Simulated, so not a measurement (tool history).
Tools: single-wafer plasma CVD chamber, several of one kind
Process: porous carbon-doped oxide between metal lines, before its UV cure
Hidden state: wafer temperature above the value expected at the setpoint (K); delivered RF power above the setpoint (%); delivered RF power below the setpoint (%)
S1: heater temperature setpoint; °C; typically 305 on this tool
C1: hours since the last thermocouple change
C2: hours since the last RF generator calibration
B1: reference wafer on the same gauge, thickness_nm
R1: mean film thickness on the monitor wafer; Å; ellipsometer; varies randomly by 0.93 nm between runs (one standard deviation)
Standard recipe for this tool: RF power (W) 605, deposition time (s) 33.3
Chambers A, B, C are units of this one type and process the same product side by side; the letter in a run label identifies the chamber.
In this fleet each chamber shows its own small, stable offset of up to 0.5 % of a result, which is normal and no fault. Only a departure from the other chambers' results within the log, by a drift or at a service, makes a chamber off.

{"day": 0.183, "done": "chamber C: thermocouple changed; heater temperature recalibrated"}
{"run": "1C", "day": 0.408, "S1": 305, "RF power (W)": 605, "deposition time (s)": 33.3, "C1": 5.5, "C2": 1273.3, "B1": 217.12, "R1": 1987.5}
{"run": "2B", "day": 1.021, "S1": 305, "RF power (W)": 605, "deposition time (s)": 33.3, "C1": 1372.3, "C2": 116.8, "B1": 216.94, "R1": 1981.3}
{"run": "3A", "day": 1.417, "S1": 305, "RF power (W)": 605, "deposition time (s)": 33.3, "C1": 403.2, "C2": 787.8, "B1": 217.05, "R1": 1973.9}
{"run": "4C", "day": 2.104, "S1": 305, "RF power (W)": 605, "deposition time (s)": 33.3, "C1": 46.2, "C2": 1314.0, "B1": 216.9, "R1": 1971.3}
{"run": "5A", "day": 2.783, "S1": 305, "RF power (W)": 605, "deposition time (s)": 33.3, "C1": 436.0, "C2": 820.6, "B1": 216.9, "R1": 1982.6}
{"run": "6B", "day": 3.154, "S1": 305, "RF power (W)": 500, "deposition time (s)": 33.3, "C1": 1423.5, "C2": 168.0, "B1": 216.74, "R1": 1757.8}
{"run": "7B", "day": 3.838, "S1": 305, "RF power (W)": 500, "deposition time (s)": 33.3, "C1": 1439.9, "C2": 184.4, "B1": 217.07, "R1": 1760.3}
{"run": "8C", "day": 4.267, "S1": 305, "RF power (W)": 500, "deposition time (s)": 33.3, "C1": 98.1, "C2": 1365.9, "B1": 216.64, "R1": 1745.3}
{"run": "9A", "day": 4.783, "S1": 317, "RF power (W)": 550, "deposition time (s)": 33.3, "C1": 484.0, "C2": 868.6, "B1": 216.99, "R1": 1755.4}
{"run": "10B", "day": 5.167, "S1": 317, "RF power (W)": 550, "deposition time (s)": 33.3, "C1": 1471.8, "C2": 216.3, "B1": 216.81, "R1": 1735.6}
{"run": "11C", "day": 5.571, "S1": 317, "RF power (W)": 550, "deposition time (s)": 33.3, "C1": 129.4, "C2": 1397.2, "B1": 217.13, "R1": 1750.5}
{"run": "12A", "day": 5.879, "S1": 305, "RF power (W)": 605, "deposition time (s)": 33.3, "C1": 510.3, "C2": 894.9, "B1": 217.03, "R1": 1973.5}
{"run": "13C", "day": 6.246, "S1": 305, "RF power (W)": 605, "deposition time (s)": 33.3, "C1": 145.6, "C2": 1413.4, "B1": 217.03, "R1": 1968.7}
{"run": "14A", "day": 6.933, "S1": 305, "RF power (W)": 605, "deposition time (s)": 33.3, "C1": 535.6, "C2": 920.2, "B1": 217.1, "R1": 1973.1}
{"run": "15B", "day": 7.621, "S1": 305, "RF power (W)": 605, "deposition time (s)": 33.3, "C1": 1530.7, "C2": 275.2, "B1": 217.19, "R1": 1975.8}
{"run": "16A", "day": 8.296, "S1": 305, "RF power (W)": 605, "deposition time (s)": 33.3, "C1": 568.3, "C2": 952.9, "B1": 217.01, "R1": 1983.4}
{"day": 8.738, "done": "chamber B: thermocouple changed; heater temperature recalibrated"}
{"run": "17B", "day": 8.812, "S1": 305, "RF power (W)": 605, "deposition time (s)": 29.1, "C1": 1.8, "C2": 303.8, "B1": 217.17, "R1": 1733.3}
{"run": "18C", "day": 9.488, "S1": 305, "RF power (W)": 605, "deposition time (s)": 29.1, "C1": 223.4, "C2": 1491.2, "B1": 217.2, "R1": 1740.4}
{"run": "19A", "day": 9.892, "S1": 305, "RF power (W)": 605, "deposition time (s)": 29.1, "C1": 606.6, "C2": 991.2, "B1": 216.89, "R1": 1719.1}
{"run": "20B", "day": 10.433, "S1": 305, "RF power (W)": 605, "deposition time (s)": 33.3, "C1": 40.7, "C2": 342.7, "B1": 217.06, "R1": 1981.9}
{"run": "21C", "day": 10.804, "S1": 305, "RF power (W)": 605, "deposition time (s)": 33.3, "C1": 255.0, "C2": 1522.8, "B1": 217.26, "R1": 1969.3}
{"run": "22B", "day": 11.471, "S1": 305, "RF power (W)": 605, "deposition time (s)": 33.3, "C1": 65.6, "C2": 367.6, "B1": 216.92, "R1": 1974.4}
{"run": "23A", "day": 11.992, "S1": 305, "RF power (W)": 605, "deposition time (s)": 33.3, "C1": 657.0, "C2": 1041.6, "B1": 217.14, "R1": 1982.2}
{"run": "24C", "day": 12.65, "S1": 305, "RF power (W)": 605, "deposition time (s)": 33.3, "C1": 299.3, "C2": 1567.1, "B1": 216.83, "R1": 1984.5}

Next, every chamber runs the same settings. What will each give?
{"run": "25A", "day": 13.146, "S1": 305, "RF power (W)": 605, "deposition time (s)": 28.3, "R1": "?"}
{"run": "25B", "day": 13.146, "S1": 305, "RF power (W)": 605, "deposition time (s)": 28.3, "R1": "?"}
{"run": "25C", "day": 13.146, "S1": 305, "RF power (W)": 605, "deposition time (s)": 28.3, "R1": "?"}

run=25A R1=1682.3
run=25B R1=1684.0
run=25C R1=1699.0
